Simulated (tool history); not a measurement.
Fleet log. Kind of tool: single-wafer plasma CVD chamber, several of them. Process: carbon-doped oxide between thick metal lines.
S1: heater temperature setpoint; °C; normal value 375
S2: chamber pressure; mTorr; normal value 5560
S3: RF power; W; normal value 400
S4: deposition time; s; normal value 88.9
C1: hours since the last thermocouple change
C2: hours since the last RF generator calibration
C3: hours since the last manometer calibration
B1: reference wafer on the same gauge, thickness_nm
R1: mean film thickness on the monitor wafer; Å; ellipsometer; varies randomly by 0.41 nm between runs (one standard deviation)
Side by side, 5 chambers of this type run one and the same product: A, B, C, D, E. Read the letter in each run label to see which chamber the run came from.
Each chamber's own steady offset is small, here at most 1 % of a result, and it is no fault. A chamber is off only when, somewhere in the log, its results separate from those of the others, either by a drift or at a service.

Run 1B, hour 4.8: usual settings; C1 50.1; C2 187.8; C3 637.2; B1 368. Result: R1 3719.1 Å.
Run 2D, hour 10.1: usual settings; C1 1292; C2 485.5; C3 397.4; B1 368.11. Result: R1 3690.8 Å.
Run 3A, hour 15.5: usual settings; C1 1811.4; C2 1361.8; C3 1135.1; B1 368.06. Result: R1 3687.3 Å.
Run 4C, hour 22.6: usual settings; C1 1789.8; C2 683.1; C3 38; B1 368.22. Result: R1 3685.8 Å.
Run 5E, hour 28.6: usual settings; C1 1487.2; C2 1339.4; C3 430.8; B1 368.17. Result: R1 3690.7 Å.
Run 6C, hour 36.8: usual settings; C1 1804; C2 697.3; C3 52.2; B1 368.34. Result: R1 3695.7 Å.
Run 7B, hour 45.3: usual settings; C1 90.6; C2 228.3; C3 677.7; B1 368.3. Result: R1 3729.5 Å.
Run 8A, hour 51: usual settings; C1 1846.9; C2 1397.3; C3 1170.6; B1 368.29. Result: R1 3682.5 Å.
Run 9E, hour 59: usual settings; C1 1517.6; C2 1369.8; C3 461.2; B1 368.39. Result: R1 3686.4 Å.
Run 10D, hour 63.6: usual settings; C1 1345.5; C2 539; C3 450.9; B1 368.47. Result: R1 3702 Å.
Run 11A, hour 70.5: usual settings; C1 1866.4; C2 1416.8; C3 1190.1; B1 368.52. Result: R1 3691.2 Å.
Run 12E, hour 74.4: usual settings; C1 1533; C2 1385.2; C3 476.6; B1 368.45. Result: R1 3690.3 Å.
Run 13B, hour 80.4: usual settings; C1 125.7; C2 263.4; C3 712.8; B1 368.62. Result: R1 3725.1 Å.
Run 14D, hour 88.6: usual settings; C1 1370.5; C2 564; C3 475.9; B1 368.56. Result: R1 3700.2 Å.
Run 15C, hour 92.8: usual settings; C1 1860; C2 753.3; C3 108.2; B1 368.54. Result: R1 3694.3 Å.
Run 16C, hour 100.5: usual settings but S1 380 °C, S4 72 s; C1 1867.7; C2 761; C3 115.9; B1 368.6. Result: R1 2969.9 Å.
Run 17B, hour 104.6: usual settings but S1 380 °C, S4 72 s; C1 149.9; C2 287.6; C3 737; B1 368.64. Result: R1 2995.7 Å.
Run 18E, hour 109.2: usual settings but S1 380 °C, S4 72 s; C1 1567.8; C2 1420; C3 511.4; B1 368.62. Result: R1 2964.1 Å.
Run 19D, hour 114.9: usual settings but S1 380 °C, S4 72 s; C1 1396.8; C2 590.3; C3 502.2; B1 368.63. Result: R1 2971.6 Å.
Run 20A, hour 122.3: usual settings but S1 380 °C, S4 72 s; C1 1918.2; C2 1468.6; C3 1241.9; B1 368.78. Result: R1 2964.2 Å.
Run 21B, hour 128.8: usual settings; C1 174.1; C2 311.8; C3 761.2; B1 368.85. Result: R1 3726.2 Å.
Run 22E, hour 137.3: usual settings; C1 1595.9; C2 1448.1; C3 539.5; B1 368.9. Result: R1 3692.2 Å.
Run 23A, hour 142.7: usual settings; C1 1938.6; C2 1489; C3 1262.3; B1 368.77. Result: R1 3692 Å.
At hour 143.1: chamber A: RF generator calibrated.
Run 24D, hour 150.4: usual settings; C1 1432.3; C2 625.8; C3 537.7; B1 368.94. Result: R1 3707.3 Å.
Run 25C, hour 154.7: usual settings; C1 1921.9; C2 815.2; C3 170.1; B1 368.92. Result: R1 3698.9 Å.
Run 26D, hour 159.4: usual settings; C1 1441.3; C2 634.8; C3 546.7; B1 369.06. Result: R1 3708.2 Å.
Run 27A, hour 164.8: usual settings; C1 1960.7; C2 21.7; C3 1284.4; B1 369.07. Result: R1 3689.7 Å.
Run 28E, hour 169.7: usual settings; C1 1628.3; C2 1480.5; C3 571.9; B1 368.98. Result: R1 3696.2 Å.
Run 29C, hour 176.5: usual settings but S2 4240 mTorr, S4 72.9 s; C1 1943.7; C2 837; C3 191.9; B1 369.09. Result: R1 2910.9 Å.
Run 30B, hour 182.1: usual settings but S2 4240 mTorr, S4 72.9 s; C1 227.4; C2 365.1; C3 814.5; B1 369.08. Result: R1 2935 Å.
Run 31A, hour 190.4: usual settings but S2 4240 mTorr, S4 72.9 s; C1 1986.3; C2 47.3; C3 1310; B1 369.26. Result: R1 2910.9 Å.
Run 32E, hour 198.9: usual settings but S2 4240 mTorr, S4 72.9 s; C1 1657.5; C2 1509.7; C3 601.1; B1 369.37. Result: R1 2909.4 Å.
Run 33C, hour 206.6: usual settings but S2 4240 mTorr, S4 72.9 s; C1 1973.8; C2 867.1; C3 222; B1 369.22. Result: R1 2912.7 Å.
Run 34B, hour 214: usual settings; C1 259.3; C2 397; C3 846.4; B1 369.27. Result: R1 3736.6 Å.
Run 35D, hour 219.4: usual settings; C1 1501.3; C2 694.8; C3 606.7; B1 369.42. Result: R1 3702.2 Å.
Run 36D, hour 226.1: usual settings but S2 5980 mTorr; C1 1508; C2 701.5; C3 613.4; B1 369.26. Result: R1 3735.1 Å.
Run 37C, hour 233.1: usual settings but S2 5980 mTorr; C1 2000.3; C2 893.6; C3 248.5; B1 369.44. Result: R1 3741.6 Å.
Run 38B, hour 238.4: usual settings but S2 5980 mTorr; C1 283.7; C2 421.4; C3 870.8; B1 369.59. Result: R1 3770.9 Å.
Run 39E, hour 245.1: usual settings but S2 5980 mTorr; C1 1703.7; C2 1555.9; C3 647.3; B1 369.45. Result: R1 3732.9 Å.
Run 40A, hour 249.5: usual settings but S2 5980 mTorr; C1 2045.4; C2 106.4; C3 1369.1; B1 369.6. Result: R1 3732.3 Å.
Run 41E, hour 255.2: usual settings; C1 1713.8; C2 1566; C3 657.4; B1 369.53. Result: R1 3700.4 Å.
Run 42B, hour 260.9: usual settings; C1 306.2; C2 443.9; C3 893.3; B1 369.67. Result: R1 3741.5 Å.

What goes on in this fleet: one chamber off, a drifting gauge, or nothing beyond the chambers' own small offsets? Name the chamber and the cause, if any.

Gauge drift. The chambers move together only on paper, and none stands off.
Cause: gauge reads high (%) = 0.457.

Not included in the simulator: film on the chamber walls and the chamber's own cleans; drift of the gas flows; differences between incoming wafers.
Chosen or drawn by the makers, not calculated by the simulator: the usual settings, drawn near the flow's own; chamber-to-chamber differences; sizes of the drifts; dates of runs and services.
